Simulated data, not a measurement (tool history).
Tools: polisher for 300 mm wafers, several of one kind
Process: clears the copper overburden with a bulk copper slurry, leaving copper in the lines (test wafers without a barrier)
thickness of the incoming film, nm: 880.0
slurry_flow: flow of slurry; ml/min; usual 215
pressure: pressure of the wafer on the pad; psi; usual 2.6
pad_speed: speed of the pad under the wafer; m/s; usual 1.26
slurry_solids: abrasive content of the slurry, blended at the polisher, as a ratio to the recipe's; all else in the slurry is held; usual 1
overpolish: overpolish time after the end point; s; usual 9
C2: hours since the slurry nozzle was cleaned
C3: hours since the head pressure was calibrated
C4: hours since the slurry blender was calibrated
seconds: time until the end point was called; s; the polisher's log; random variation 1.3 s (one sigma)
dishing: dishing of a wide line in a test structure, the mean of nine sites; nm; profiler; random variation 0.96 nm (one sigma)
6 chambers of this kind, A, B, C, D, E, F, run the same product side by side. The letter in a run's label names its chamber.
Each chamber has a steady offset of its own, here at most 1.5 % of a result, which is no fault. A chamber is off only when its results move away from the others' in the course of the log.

-- hour=0.6 chamber F: worn pad replaced by a new one
run 1E hour=8.4 | slurry_flow=215 pressure=2.6 pad_speed=1.26 slurry_solids=1 overpolish=9 | wafers_polished_on_this_pad=958 C2=127.7 C3=261.4 C4=239.6 | seconds=69.145 dishing=51.359
-- hour=12.8 chamber C: worn pad replaced by a new one
run 2A hour=17.2 | slurry_flow=215 pressure=2.6 pad_speed=1.26 slurry_solids=1 overpolish=9 | wafers_polished_on_this_pad=897 C2=388.4 C3=671.4 C4=267.3 | seconds=68.714 dishing=51.820
run 3C hour=24.7 | slurry_flow=215 pressure=2.6 pad_speed=1.26 slurry_solids=1 overpolish=9 | wafers_polished_on_this_pad=112 C2=30.4 C3=402.8 C4=139.0 | seconds=68.329 dishing=51.234
run 4D hour=30.4 | slurry_flow=215 pressure=2.6 pad_speed=1.26 slurry_solids=1 overpolish=9 | wafers_polished_on_this_pad=312 C2=297.4 C3=1543.8 C4=102.7 | seconds=71.171 dishing=51.683
-- hour=30.6 chamber A: worn pad replaced by a new one
-- hour=34.6 chamber F: slurry nozzle cleaned
-- hour=36.1 chamber A: slurry blender recalibrated
run 5F hour=37.7 | slurry_flow=215 pressure=2.6 pad_speed=1.26 slurry_solids=1 overpolish=9 | wafers_polished_on_this_pad=350 C2=3.2 C3=1537.8 C4=101.9 | seconds=68.121 dishing=51.563
run 6B hour=44.3 | slurry_flow=215 pressure=2.6 pad_speed=1.26 slurry_solids=1 overpolish=9 | wafers_polished_on_this_pad=828 C2=543.8 C3=644.1 C4=99.0 | seconds=73.119 dishing=53.803
-- hour=50.0 chamber E: worn pad replaced by a new one
run 7E hour=53.7 | slurry_flow=215 pressure=2.6 pad_speed=1.26 slurry_solids=1 overpolish=9 | wafers_polished_on_this_pad=35 C2=173.0 C3=306.7 C4=284.9 | seconds=67.285 dishing=52.751
-- hour=57.6 chamber A: slurry nozzle cleaned
-- hour=58.1 chamber F: worn pad replaced by a new one
run 8F hour=64.2 | slurry_flow=215 pressure=2.6 pad_speed=1.26 slurry_solids=1 overpolish=9 | wafers_polished_on_this_pad=58 C2=29.7 C3=1564.3 C4=128.4 | seconds=70.008 dishing=52.025
-- hour=65.7 chamber C: worn pad replaced by a new one
-- hour=66.5 chamber D: head pressure recalibrated
-- hour=70.0 chamber D: slurry blender recalibrated
run 9C hour=72.1 | slurry_flow=215 pressure=2.6 pad_speed=1.26 slurry_solids=1 overpolish=9 | wafers_polished_on_this_pad=60 C2=77.8 C3=450.2 C4=186.4 | seconds=69.919 dishing=53.148
-- hour=78.5 chamber B: worn pad replaced by a new one
run 10A hour=83.0 | slurry_flow=215 pressure=2.6 pad_speed=1.60 slurry_solids=1 overpolish=9 | wafers_polished_on_this_pad=494 C2=25.5 C3=737.2 C4=47.0 | seconds=53.988 dishing=58.796
run 11D hour=93.3 | slurry_flow=215 pressure=2.6 pad_speed=1.60 slurry_solids=1 overpolish=9 | wafers_polished_on_this_pad=905 C2=360.3 C3=26.9 C4=23.3 | seconds=56.411 dishing=58.920
-- hour=98.0 chamber F: head pressure recalibrated
run 12B hour=101.1 | slurry_flow=215 pressure=2.6 pad_speed=1.60 slurry_solids=1 overpolish=9 | wafers_polished_on_this_pad=213 C2=600.6 C3=700.9 C4=155.8 | seconds=56.850 dishing=57.859
-- hour=101.3 chamber E: slurry blender recalibrated
-- hour=106.6 chamber D: worn pad replaced by a new one
run 13E hour=108.7 | slurry_flow=215 pressure=2.6 pad_speed=1.60 slurry_solids=1 overpolish=9 | wafers_polished_on_this_pad=553 C2=228.0 C3=361.7 C4=7.4 | seconds=53.569 dishing=58.300
-- hour=110.5 chamber F: worn pad replaced by a new one
run 14C hour=116.6 | slurry_flow=215 pressure=2.6 pad_speed=1.60 slurry_solids=1 overpolish=9 | wafers_polished_on_this_pad=480 C2=122.3 C3=494.7 C4=230.9 | seconds=55.442 dishing=57.262
-- hour=121.2 chamber C: worn pad replaced by a new one
run 15F hour=125.7 | slurry_flow=215 pressure=2.6 pad_speed=1.60 slurry_solids=1 overpolish=9 | wafers_polished_on_this_pad=144 C2=91.2 C3=27.8 C4=189.9 | seconds=54.613 dishing=56.751
run 16D hour=133.5 | slurry_flow=215 pressure=2.6 pad_speed=1.26 slurry_solids=1 overpolish=9 | wafers_polished_on_this_pad=254 C2=400.5 C3=67.1 C4=63.5 | seconds=71.002 dishing=51.568
run 17B hour=143.5 | slurry_flow=215 pressure=2.6 pad_speed=1.26 slurry_solids=1 overpolish=9 | wafers_polished_on_this_pad=613 C2=643.0 C3=743.3 C4=198.2 | seconds=70.467 dishing=52.178
-- hour=145.6 chamber A: worn pad replaced by a new one
run 18A hour=149.0 | slurry_flow=215 pressure=2.6 pad_speed=1.26 slurry_solids=1 overpolish=9 | wafers_polished_on_this_pad=32 C2=91.5 C3=803.2 C4=113.0 | seconds=70.633 dishing=52.736
run 19D hour=159.3 | slurry_flow=215 pressure=2.2 pad_speed=1.26 slurry_solids=1 overpolish=9 | wafers_polished_on_this_pad=497 C2=426.3 C3=92.9 C4=89.3 | seconds=83.193 dishing=46.891
-- hour=164.2 chamber F: worn pad replaced by a new one
-- hour=164.5 chamber E: worn pad replaced by a new one
run 20E hour=166.1 | slurry_flow=215 pressure=2.2 pad_speed=1.26 slurry_solids=1 overpolish=9 | wafers_polished_on_this_pad=15 C2=285.4 C3=419.1 C4=64.8 | seconds=82.587 dishing=46.289
-- hour=169.6 chamber E: slurry nozzle cleaned
-- hour=170.3 chamber D: slurry nozzle cleaned
run 21B hour=171.9 | slurry_flow=215 pressure=2.2 pad_speed=1.26 slurry_solids=1 overpolish=9 | wafers_polished_on_this_pad=881 C2=671.4 C3=771.7 C4=226.6 | seconds=83.119 dishing=48.622
-- hour=179.0 chamber B: head pressure recalibrated
run 22F hour=179.1 | slurry_flow=215 pressure=2.2 pad_speed=1.26 slurry_solids=1 overpolish=9 | wafers_polished_on_this_pad=141 C2=144.6 C3=81.2 C4=243.3 | seconds=84.612 dishing=47.930
-- hour=181.7 chamber C: worn pad replaced by a new one
run 23A hour=189.6 | slurry_flow=215 pressure=2.2 pad_speed=1.26 slurry_solids=1 overpolish=9 | wafers_polished_on_this_pad=415 C2=132.1 C3=843.8 C4=153.6 | seconds=83.370 dishing=48.373
-- hour=194.1 chamber B: worn pad replaced by a new one
run 24C hour=196.0 | slurry_flow=215 pressure=2.2 pad_speed=1.26 slurry_solids=1 overpolish=9 | wafers_polished_on_this_pad=135 C2=201.7 C3=574.1 C4=310.3 | seconds=82.157 dishing=47.988
-- hour=199.2 chamber D: slurry blender recalibrated
run 25C hour=202.6 | slurry_flow=215 pressure=2.6 pad_speed=1.26 slurry_solids=1 overpolish=9 | wafers_polished_on_this_pad=197 C2=208.3 C3=580.7 C4=316.9 | seconds=72.205 dishing=52.156
-- hour=203.5 chamber D: worn pad replaced by a new one
run 26B hour=208.3 | slurry_flow=215 pressure=2.6 pad_speed=1.26 slurry_solids=1 overpolish=9 | wafers_polished_on_this_pad=134 C2=707.8 C3=29.4 C4=263.0 | seconds=69.030 dishing=53.918
run 27E hour=218.8 | slurry_flow=215 pressure=2.6 pad_speed=1.64 slurry_solids=1 overpolish=9 | wafers_polished_on_this_pad=512 C2=49.3 C3=471.8 C4=117.5 | seconds=53.439 dishing=58.615
-- hour=224.6 chamber F: worn pad replaced by a new one
run 28A hour=225.5 | slurry_flow=215 pressure=2.6 pad_speed=1.64 slurry_solids=1 overpolish=9 | wafers_polished_on_this_pad=754 C2=168.0 C3=879.7 C4=189.5 | seconds=51.567 dishing=57.989
run 29D hour=231.6 | slurry_flow=215 pressure=2.6 pad_speed=1.64 slurry_solids=1 overpolish=9 | wafers_polished_on_this_pad=265 C2=61.4 C3=165.2 C4=32.4 | seconds=55.298 dishing=58.276
-- hour=234.2 chamber C: worn pad replaced by a new one
run 30F hour=236.3 | slurry_flow=215 pressure=2.6 pad_speed=1.64 slurry_solids=1 overpolish=9 | wafers_polished_on_this_pad=110 C2=201.8 C3=138.4 C4=300.5 | seconds=53.041 dishing=58.805
run 31E hour=242.8 | slurry_flow=215 pressure=2.6 pad_speed=1.64 slurry_solids=1 overpolish=9 | wafers_polished_on_this_pad=738 C2=73.3 C3=495.8 C4=141.5 | seconds=53.258 dishing=58.518
run 32B hour=247.6 | slurry_flow=215 pressure=2.6 pad_speed=1.64 slurry_solids=1 overpolish=9 | wafers_polished_on_this_pad=504 C2=747.1 C3=68.7 C4=302.3 | seconds=52.978 dishing=60.346
run 33C hour=256.0 | slurry_flow=215 pressure=2.6 pad_speed=1.26 slurry_solids=1 overpolish=9 | wafers_polished_on_this_pad=205 C2=261.7 C3=634.1 C4=370.3 | seconds=72.405 dishing=51.981
run 34D hour=263.3 | slurry_flow=215 pressure=2.6 pad_speed=1.26 slurry_solids=1 overpolish=9 | wafers_polished_on_this_pad=563 C2=93.1 C3=196.9 C4=64.1 | seconds=68.394 dishing=52.477
-- hour=263.5 chamber A: worn pad replaced by a new one
run 35A hour=273.2 | slurry_flow=215 pressure=2.6 pad_speed=1.26 slurry_solids=1 overpolish=9 | wafers_polished_on_this_pad=91 C2=215.7 C3=927.4 C4=237.2 | seconds=69.063 dishing=53.348
-- hour=277.1 chamber F: worn pad replaced by a new one
run 36F hour=282.9 | slurry_flow=215 pressure=2.6 pad_speed=1.26 slurry_solids=1 overpolish=9 | wafers_polished_on_this_pad=55 C2=248.4 C3=185.0 C4=347.1 | seconds=70.848 dishing=51.062
run 37E hour=291.9 | slurry_flow=215 pressure=2.6 pad_speed=1.26 slurry_solids=1 overpolish=9 | wafers_polished_on_this_pad=1201 C2=122.4 C3=544.9 C4=190.6 | seconds=68.497 dishing=53.125

Next, every chamber runs the same settings. What will each give?
run 38A hour=299.7 | slurry_flow=270 pressure=2.6 pad_speed=1.26 slurry_solids=1 overpolish=9 | seconds=? dishing=?
run 38B hour=299.7 | slurry_flow=270 pressure=2.6 pad_speed=1.26 slurry_solids=1 overpolish=9 | seconds=? dishing=?
run 38C hour=299.7 | slurry_flow=270 pressure=2.6 pad_speed=1.26 slurry_solids=1 overpolish=9 | seconds=? dishing=?
run 38D hour=299.7 | slurry_flow=270 pressure=2.6 pad_speed=1.26 slurry_solids=1 overpolish=9 | seconds=? dishing=?
run 38E hour=299.7 | slurry_flow=270 pressure=2.6 pad_speed=1.26 slurry_solids=1 overpolish=9 | seconds=? dishing=?
run 38F hour=299.7 | slurry_flow=270 pressure=2.6 pad_speed=1.26 slurry_solids=1 overpolish=9 | seconds=? dishing=?

run=38A seconds=68.464 dishing=54.191
run=38B seconds=70.445 dishing=54.413
run=38C seconds=68.763 dishing=53.113
run=38D seconds=69.138 dishing=52.107
run=38E seconds=66.274 dishing=52.136
run=38F seconds=67.426 dishing=51.687
